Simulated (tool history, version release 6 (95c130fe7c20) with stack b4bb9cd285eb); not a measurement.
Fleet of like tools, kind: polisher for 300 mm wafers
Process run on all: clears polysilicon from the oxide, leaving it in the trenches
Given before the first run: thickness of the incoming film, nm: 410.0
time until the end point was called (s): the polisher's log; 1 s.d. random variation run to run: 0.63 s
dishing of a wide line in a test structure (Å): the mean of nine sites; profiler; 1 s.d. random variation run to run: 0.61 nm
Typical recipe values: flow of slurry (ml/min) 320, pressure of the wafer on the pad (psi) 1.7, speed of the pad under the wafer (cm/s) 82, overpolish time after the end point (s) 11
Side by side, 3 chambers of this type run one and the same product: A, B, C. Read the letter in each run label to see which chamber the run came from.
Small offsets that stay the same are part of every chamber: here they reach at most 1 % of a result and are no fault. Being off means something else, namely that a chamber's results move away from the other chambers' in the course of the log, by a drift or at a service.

run   hour  flow of slurry (ml/min)  pressure of the wafer on the pad (psi)  speed of the pad under the wafer (cm/s)  overpolish time after the end point (s)  time until the end point was called (s)  dishing of a wide line in a test structure (Å)
 1B    4.4                      320                                     1.7                                       82                                       11                                   48.408                                          434.22
 2A    8.2                      320                                     1.7                                       82                                       11                                   47.016                                          432.39
 3C     13                      320                                     1.7                                       82                                       11                                   47.798                                          431.31
 4B   15.9                      320                                     1.7                                       82                                       11                                    48.22                                          428.51
 5A   20.4                      320                                     1.7                                       82                                       11                                    48.73                                          440.42
 6C   24.4                      320                                     1.7                                       82                                       11                                   47.836                                          436.08
 7A   27.5                      275                                     1.7                                      104                                       11                                   37.941                                          465.99
 8C   30.9                      275                                     1.7                                      104                                       11                                   38.344                                          465.14
      32.3  -- chamber C: worn pad replaced by a new one
 9B   34.2                      275                                     1.7                                      104                                       11                                   38.084                                          445.76
10A   39.3                      320                                     1.7                                       82                                       11                                   47.062                                          435.32
11B   43.3                      320                                     1.7                                       82                                       11                                   48.216                                           425.1
12C   47.2                      320                                     1.7                                       82                                       11                                   46.646                                          429.48
13B     50                      380                                     1.3                                       82                                       11                                   61.807                                          389.02
14C   52.8                      380                                     1.3                                       82                                       11                                   60.256                                          393.78
15A   55.7                      380                                     1.3                                       82                                       11                                   61.388                                          396.91
16B   59.8                      320                                     1.4                                       82                                       11                                    57.83                                          393.65
17C     63                      320                                     1.4                                       82                                       11                                   58.895                                          393.91
18A   66.7                      320                                     1.4                                       82                                       11                                   57.183                                           405.5
19B   71.2                      255                                     1.7                                       82                                       16                                   49.123                                           474.8
20C     76                      255                                     1.7                                       82                                       16                                   47.539                                          477.65
21A   78.3                      255                                     1.7                                       82                                       16                                   49.556                                           475.6
22A   81.8                      320                                     1.7                                       82                                       11                                   47.021                                          444.71
23B   85.6                      320                                     1.7                                       82                                       11                                   48.995                                          415.55
24C   88.7                      320                                     1.7                                       82                                       11                                   47.588                                          428.72
25A   94.1                      320                                     1.7                                       82                                       11                                   47.962                                          444.24
26B   99.1                      370                                     1.7                                       68                                       11                                   59.087                                          391.04
27C  101.7                      370                                     1.7                                       68                                       11                                   55.927                                          404.15
28C  107.1                      370                                     1.7                                       68                                       11                                   56.686                                          405.57
29B  109.7                      320                                     1.7                                       82                                       11                                   51.257                                          415.69
30A  112.7                      320                                     1.7                                       82                                       11                                   49.317                                          435.71
31A  116.5                      320                                     1.7                                       82                                       11                                   49.435                                          432.99
     118.9  -- chamber C: worn pad replaced by a new one
32B  120.4                      320                                     1.7                                       82                                       11                                   50.861                                          427.23
33C  122.9                      320                                     1.7                                       82                                       11                                   48.376                                          432.28
34C  125.6                      320                                     1.7                                       82                                       11                                   47.684                                          448.68
35A  129.7                      320                                     1.7                                       82                                       11                                    47.27                                          432.91
36B  133.7                      320                                     1.7                                       82                                       11                                   51.767                                          426.22
37B  136.1                      320                                     1.7                                       82                                       11                                   52.136                                          427.88
38A  140.5                      320                                     1.7                                       82                                       11                                   47.359                                          444.05
39C  145.7                      230                                     1.7                                       68                                       11                                   59.512                                           393.1
40B  150.3                      230                                     1.7                                       68                                       11                                   64.832                                          379.58
41C  155.4                      230                                     1.7                                       68                                       11                                   58.469                                          400.41
42A    159                      320                                     1.7                                       82                                       11                                   48.344                                           445.4
43C  162.5                      320                                     1.7                                       82                                       17                                    48.55                                          485.96

Which is it: a chamber that has drifted or been left off by a service, a gauge drift common to all chambers, or only each chamber's usual small offset? If a chamber is off, name it and its likeliest cause.

Chamber B drifts away from the others.
Most likely cause: removal rate lost through wear of the pad, % = 11.
From this log alone, it may not be told apart from: head's pressure below its setpoint, %.

Here are 4 candidates for chamber B's next run, each the usual settings with a change, their results left as question marks. Which one brings its results back in line with what the others give on the usual settings?
Allowed miss from the other chambers' usual-settings mean, per result, to count as in line: time until the end point was called (s) 2.2; dishing of a wide line in a test structure (Å) 21
44B-1  166.4                      315                                     1.5                                       74                                       11                                        ?                                               ?
44B-2  166.4                      320                                     1.6                                       78                                       11                                        ?                                               ?
44B-3  166.4                      325                                     1.9                                       90                                       11                                        ?                                               ?
44B-4  166.4                      320                                     1.8                                       86                                       11                                        ?                                               ?

What the other chambers average on the usual settings: time until the end point was called (s) 47.984; dishing of a wide line in a test structure (Å) 431.51
  run  time until the end point was called (s)  dishing of a wide line in a test structure (Å)
44B-1                                   67.172                                          371.96
44B-2                                   59.751                                          393.05
44B-3                                   43.706                                          443.32
44B-4                                   48.292                                          428.48
With 44B-4, the chamber falls back in line with the rest.
